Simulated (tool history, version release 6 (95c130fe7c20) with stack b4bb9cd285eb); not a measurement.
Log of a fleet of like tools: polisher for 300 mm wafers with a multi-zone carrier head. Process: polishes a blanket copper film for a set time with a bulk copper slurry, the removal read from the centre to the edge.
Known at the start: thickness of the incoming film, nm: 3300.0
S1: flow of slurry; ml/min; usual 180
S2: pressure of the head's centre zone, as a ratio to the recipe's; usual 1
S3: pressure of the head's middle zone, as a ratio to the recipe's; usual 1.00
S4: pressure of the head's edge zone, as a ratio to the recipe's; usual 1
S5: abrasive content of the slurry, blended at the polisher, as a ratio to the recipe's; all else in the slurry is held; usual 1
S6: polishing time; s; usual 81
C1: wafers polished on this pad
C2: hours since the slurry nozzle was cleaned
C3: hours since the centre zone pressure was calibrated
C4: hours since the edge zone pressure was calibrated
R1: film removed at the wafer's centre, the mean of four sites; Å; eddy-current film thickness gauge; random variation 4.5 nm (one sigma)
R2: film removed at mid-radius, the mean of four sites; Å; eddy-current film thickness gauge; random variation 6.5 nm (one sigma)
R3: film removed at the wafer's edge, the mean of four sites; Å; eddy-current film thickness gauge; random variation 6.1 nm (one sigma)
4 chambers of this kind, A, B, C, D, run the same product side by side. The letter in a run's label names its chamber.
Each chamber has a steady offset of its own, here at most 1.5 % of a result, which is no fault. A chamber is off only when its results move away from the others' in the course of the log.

| run | hour | S1 | S2 | S3 | S4 | S5 | S6 | C1 | C2 | C3 | C4 | R1 | R2 | R3 |
|---|---|---|---|---|---|---|---|---|---|---|---|---|---|---|
| 1B | 9.1 | 180 | 1 | 1.00 | 1 | 1 | 81 | 604 | 347.2 | 641.8 | 270.6 | 4952.3 | 4966.4 | 4930.9 |
|  | 11.3 | chamber D: worn pad replaced by a new one |
|  | 17.7 | chamber B: worn pad replaced by a new one |
| 2C | 18.4 | 180 | 1 | 1.00 | 1 | 1 | 81 | 374 | 233.5 | 51.8 | 367.4 | 5125.1 | 5013.8 | 4961.3 |
| 3D | 25.7 | 180 | 1 | 1.00 | 1 | 1 | 81 | 148 | 510.5 | 1122.0 | 272.4 | 5043.9 | 5097.9 | 4936.5 |
| 4A | 37.6 | 180 | 1 | 1.00 | 1 | 1 | 81 | 503 | 417.7 | 509.2 | 1255.9 | 5061.1 | 5142.5 | 5141.7 |
| 5D | 44.0 | 180 | 1 | 1.00 | 1 | 1 | 81 | 335 | 528.8 | 1140.3 | 290.7 | 5045.5 | 5079.6 | 5151.7 |
| 6A | 52.4 | 180 | 1 | 1.00 | 1 | 1 | 81 | 655 | 432.5 | 524.0 | 1270.7 | 5057.8 | 5056.8 | 5181.6 |
|  | 62.8 | chamber D: worn pad replaced by a new one |
| 7C | 64.7 | 180 | 1 | 1.00 | 1 | 1 | 81 | 848 | 279.8 | 98.1 | 413.7 | 5021.5 | 4952.3 | 5085.4 |
| 8B | 72.7 | 180 | 1 | 1.00 | 1 | 1 | 81 | 563 | 410.8 | 705.4 | 334.2 | 5035.3 | 5022.0 | 5012.1 |
|  | 79.3 | chamber B: worn pad replaced by a new one |
|  | 81.0 | chamber C: slurry nozzle cleaned |
| 9A | 82.7 | 180 | 1 | 1.00 | 1 | 1 | 81 | 965 | 462.8 | 554.3 | 1301.0 | 4999.3 | 5036.5 | 5081.7 |
| 10B | 93.1 | 180 | 1 | 1.00 | 1 | 1 | 81 | 141 | 431.2 | 725.8 | 354.6 | 4947.7 | 4985.5 | 4981.4 |
| 11D | 105.2 | 140 | 1 | 1.09 | 1 | 1 | 81 | 434 | 590.0 | 1201.5 | 351.9 | 4790.5 | 5260.2 | 4814.2 |
| 12C | 114.6 | 140 | 1 | 1.09 | 1 | 1 | 81 | 1359 | 33.7 | 148.0 | 463.6 | 4739.6 | 5167.9 | 4840.4 |
|  | 119.5 | chamber D: worn pad replaced by a new one |
| 13D | 124.6 | 140 | 1 | 1.09 | 1 | 1 | 81 | 52 | 609.4 | 1220.9 | 371.3 | 4855.6 | 5112.3 | 4911.3 |
|  | 126.0 | chamber C: worn pad replaced by a new one |
|  | 127.1 | chamber A: centre zone pressure recalibrated |
| 14A | 133.7 | 140 | 1 | 1.09 | 1 | 1 | 81 | 1487 | 513.8 | 6.6 | 1352.0 | 4768.7 | 5288.0 | 4893.5 |
|  | 139.9 | chamber B: worn pad replaced by a new one |
|  | 141.8 | chamber A: edge zone pressure recalibrated |
| 15B | 142.4 | 180 | 1 | 1.00 | 1 | 1 | 81 | 26 | 480.5 | 775.1 | 403.9 | 5002.2 | 5079.2 | 4905.3 |
|  | 145.5 | chamber A: worn pad replaced by a new one |
| 16C | 148.4 | 180 | 1 | 1.00 | 1 | 1 | 81 | 229 | 67.5 | 181.8 | 497.4 | 5059.9 | 5116.9 | 5051.1 |
| 17A | 157.6 | 180 | 1 | 1.00 | 1 | 1 | 81 | 124 | 537.7 | 30.5 | 15.8 | 5032.0 | 5198.8 | 5118.9 |
| 18D | 164.6 | 180 | 1 | 1.00 | 1 | 1 | 81 | 462 | 649.4 | 1260.9 | 411.3 | 5032.8 | 4990.4 | 4996.6 |
|  | 165.7 | chamber D: edge zone pressure recalibrated |
| 19B | 177.7 | 180 | 1 | 1.00 | 1 | 1 | 81 | 387 | 515.8 | 810.4 | 439.2 | 4895.9 | 5009.9 | 5067.2 |
|  | 178.3 | chamber D: worn pad replaced by a new one |
| 20C | 188.3 | 180 | 1 | 1.00 | 1 | 1 | 81 | 638 | 107.4 | 221.7 | 537.3 | 5010.8 | 5116.3 | 5063.5 |
|  | 188.6 | chamber A: slurry nozzle cleaned |
| 21D | 196.0 | 180 | 1 | 1.00 | 1 | 1 | 81 | 181 | 680.8 | 1292.3 | 30.3 | 5030.8 | 4927.8 | 4937.9 |
| 22C | 208.4 | 180 | 1 | 1.00 | 1 | 1 | 81 | 843 | 127.5 | 241.8 | 557.4 | 5006.0 | 5076.7 | 5021.2 |
|  | 215.2 | chamber B: worn pad replaced by a new one |
| 23B | 221.2 | 180 | 1 | 1.00 | 1 | 1 | 81 | 62 | 559.3 | 853.9 | 482.7 | 5042.3 | 5030.3 | 5025.9 |
| 24A | 229.5 | 220 | 1 | 1.00 | 1 | 1 | 81 | 860 | 40.9 | 102.4 | 87.7 | 5256.3 | 5296.1 | 5278.7 |
| 25C | 235.9 | 220 | 1 | 1.00 | 1 | 1 | 81 | 1125 | 155.0 | 269.3 | 584.9 | 5284.7 | 5271.2 | 5209.9 |
| 26A | 244.9 | 220 | 1 | 1.00 | 1 | 1 | 81 | 1018 | 56.3 | 117.8 | 103.1 | 5234.8 | 5195.7 | 5185.4 |

Next, every chamber runs the same settings. What will each give?
| 27A | 254.3 | 180 | 1 | 1.00 | 1 | 1 | 81 |  |  |  |  | ? | ? | ? |
| 27B | 254.3 | 180 | 1 | 1.00 | 1 | 1 | 81 |  |  |  |  | ? | ? | ? |
| 27C | 254.3 | 180 | 1 | 1.00 | 1 | 1 | 81 |  |  |  |  | ? | ? | ? |
| 27D | 254.3 | 180 | 1 | 1.00 | 1 | 1 | 81 |  |  |  |  | ? | ? | ? |

| run | R1 | R2 | R3 |
|---|---|---|---|
| 27A | 5037.8 | 5195.3 | 5107.5 |
| 27B | 5050.5 | 4987.8 | 5054.0 |
| 27C | 5072.8 | 5066.8 | 4974.1 |
| 27D | 5045.5 | 5009.3 | 4931.7 |
